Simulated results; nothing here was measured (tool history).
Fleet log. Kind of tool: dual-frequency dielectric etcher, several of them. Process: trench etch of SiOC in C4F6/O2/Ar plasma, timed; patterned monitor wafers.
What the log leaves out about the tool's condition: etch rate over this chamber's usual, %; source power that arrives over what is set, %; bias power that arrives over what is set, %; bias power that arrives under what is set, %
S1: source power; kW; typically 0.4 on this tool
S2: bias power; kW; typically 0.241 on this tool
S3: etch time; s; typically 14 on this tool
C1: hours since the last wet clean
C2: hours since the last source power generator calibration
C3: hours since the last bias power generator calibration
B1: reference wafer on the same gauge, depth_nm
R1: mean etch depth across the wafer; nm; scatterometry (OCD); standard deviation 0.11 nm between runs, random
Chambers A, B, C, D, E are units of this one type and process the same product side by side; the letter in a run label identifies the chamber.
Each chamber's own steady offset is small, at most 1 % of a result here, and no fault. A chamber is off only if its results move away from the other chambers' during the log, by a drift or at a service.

| run | hour | S1 | S2 | S3 | C1 | C2 | C3 | B1 | R1 |
|---|---|---|---|---|---|---|---|---|---|
| 1E | 3.5 | 0.4 | 0.241 | 14 | 382.1 | 634.8 | 3972.8 | 38.094 | 32 |
| 2C | 6.8 | 0.4 | 0.241 | 14 | 291.3 | 2330.8 | 1465.8 | 38.113 | 31.642 |
| 3D | 9.5 | 0.4 | 0.241 | 14 | 517.7 | 1800.5 | 1320.9 | 38.15 | 32.146 |
| 4A | 12.1 | 0.4 | 0.241 | 14 | 155.5 | 1935.1 | 1813.6 | 38.123 | 31.727 |
| 5B | 15.1 | 0.4 | 0.241 | 14 | 63.2 | 2821.2 | 72 | 38.087 | 32.15 |
| 6D | 17.9 | 0.4 | 0.241 | 14 | 526.1 | 1808.9 | 1329.3 | 38.094 | 32.11 |
| 7E | 21.4 | 0.49 | 0.241 | 14 | 400 | 652.7 | 3990.7 | 38.113 | 34.266 |
| 8A | 24.5 | 0.49 | 0.241 | 14 | 167.9 | 1947.5 | 1826 | 38.128 | 34.512 |
|  | 29 | chamber E: bias power generator calibrated |
| 9C | 29.4 | 0.49 | 0.241 | 14 | 313.9 | 2353.4 | 1488.4 | 38.106 | 34.359 |
| 10B | 32.3 | 0.49 | 0.241 | 14 | 80.4 | 2838.4 | 89.2 | 38.085 | 35.179 |
|  | 32.9 | chamber D: wet clean of the chamber |
|  | 37.5 | chamber E: wet clean of the chamber |
| 11A | 37.6 | 0.49 | 0.241 | 14 | 181 | 1960.6 | 1839.1 | 38.09 | 34.383 |
| 12D | 40.7 | 0.4 | 0.241 | 16 | 7.8 | 1831.7 | 1352.1 | 38.114 | 36.626 |
| 13B | 46.3 | 0.4 | 0.241 | 16 | 94.4 | 2852.4 | 103.2 | 38.07 | 36.67 |
| 14E | 50.6 | 0.4 | 0.241 | 16 | 13.2 | 681.9 | 21.7 | 38.094 | 36.385 |
| 15C | 56 | 0.4 | 0.241 | 16 | 340.5 | 2380 | 1515 | 38.116 | 36.314 |
| 16D | 59.7 | 0.4 | 0.241 | 16 | 26.8 | 1850.7 | 1371.1 | 38.109 | 36.599 |
| 17E | 64.1 | 0.4 | 0.241 | 14 | 26.7 | 695.4 | 35.2 | 38.102 | 31.782 |
| 18C | 67.1 | 0.4 | 0.241 | 14 | 351.6 | 2391.1 | 1526.1 | 38.063 | 31.766 |
| 19B | 70.8 | 0.4 | 0.241 | 15.5 | 118.9 | 2876.9 | 127.7 | 38.098 | 35.721 |
| 20A | 75.8 | 0.4 | 0.241 | 15.5 | 219.2 | 1998.8 | 1877.3 | 38.09 | 35.227 |
| 21A | 80 | 0.4 | 0.241 | 15.5 | 223.4 | 2003 | 1881.5 | 38.128 | 35.188 |
| 22B | 83.6 | 0.4 | 0.241 | 15.5 | 131.7 | 2889.7 | 140.5 | 38.106 | 35.736 |
| 23E | 86.9 | 0.4 | 0.241 | 15.5 | 49.5 | 718.2 | 58 | 38.106 | 35.403 |
| 24D | 90.6 | 0.4 | 0.241 | 14 | 57.7 | 1881.6 | 1402 | 38.096 | 31.946 |
| 25C | 93.7 | 0.4 | 0.241 | 14 | 378.2 | 2417.7 | 1552.7 | 38.092 | 31.718 |
| 26C | 99.3 | 0.4 | 0.241 | 14 | 383.8 | 2423.3 | 1558.3 | 38.128 | 31.563 |
| 27E | 104.7 | 0.4 | 0.241 | 14 | 67.3 | 736 | 75.8 | 38.101 | 32.003 |
| 28D | 108.6 | 0.4 | 0.241 | 14 | 75.7 | 1899.6 | 1420 | 38.108 | 31.978 |
| 29B | 111.4 | 0.4 | 0.241 | 14 | 159.5 | 2917.5 | 168.3 | 38.095 | 32.169 |
| 30A | 115.7 | 0.4 | 0.241 | 14 | 259.1 | 2038.7 | 1917.2 | 38.125 | 32.097 |
| 31C | 121.2 | 0.4 | 0.241 | 14 | 405.7 | 2445.2 | 1580.2 | 38.103 | 31.649 |
| 32E | 125.5 | 0.4 | 0.241 | 14 | 88.1 | 756.8 | 96.6 | 38.103 | 31.802 |
| 33B | 130.4 | 0.4 | 0.241 | 14 | 178.5 | 2936.5 | 187.3 | 38.107 | 32.146 |

Next, all 5 chambers run the settings below, one line each with question marks for the results. What does each chamber give?
| 34A | 134.5 | 0.4 | 0.199 | 14 |  |  |  |  | ? |
| 34B | 134.5 | 0.4 | 0.199 | 14 |  |  |  |  | ? |
| 34C | 134.5 | 0.4 | 0.199 | 14 |  |  |  |  | ? |
| 34D | 134.5 | 0.4 | 0.199 | 14 |  |  |  |  | ? |
| 34E | 134.5 | 0.4 | 0.199 | 14 |  |  |  |  | ? |

| run | R1 |
|---|---|
| 34A | 29.992 |
| 34B | 30.591 |
| 34C | 29.541 |
| 34D | 30.109 |
| 34E | 29.98 |
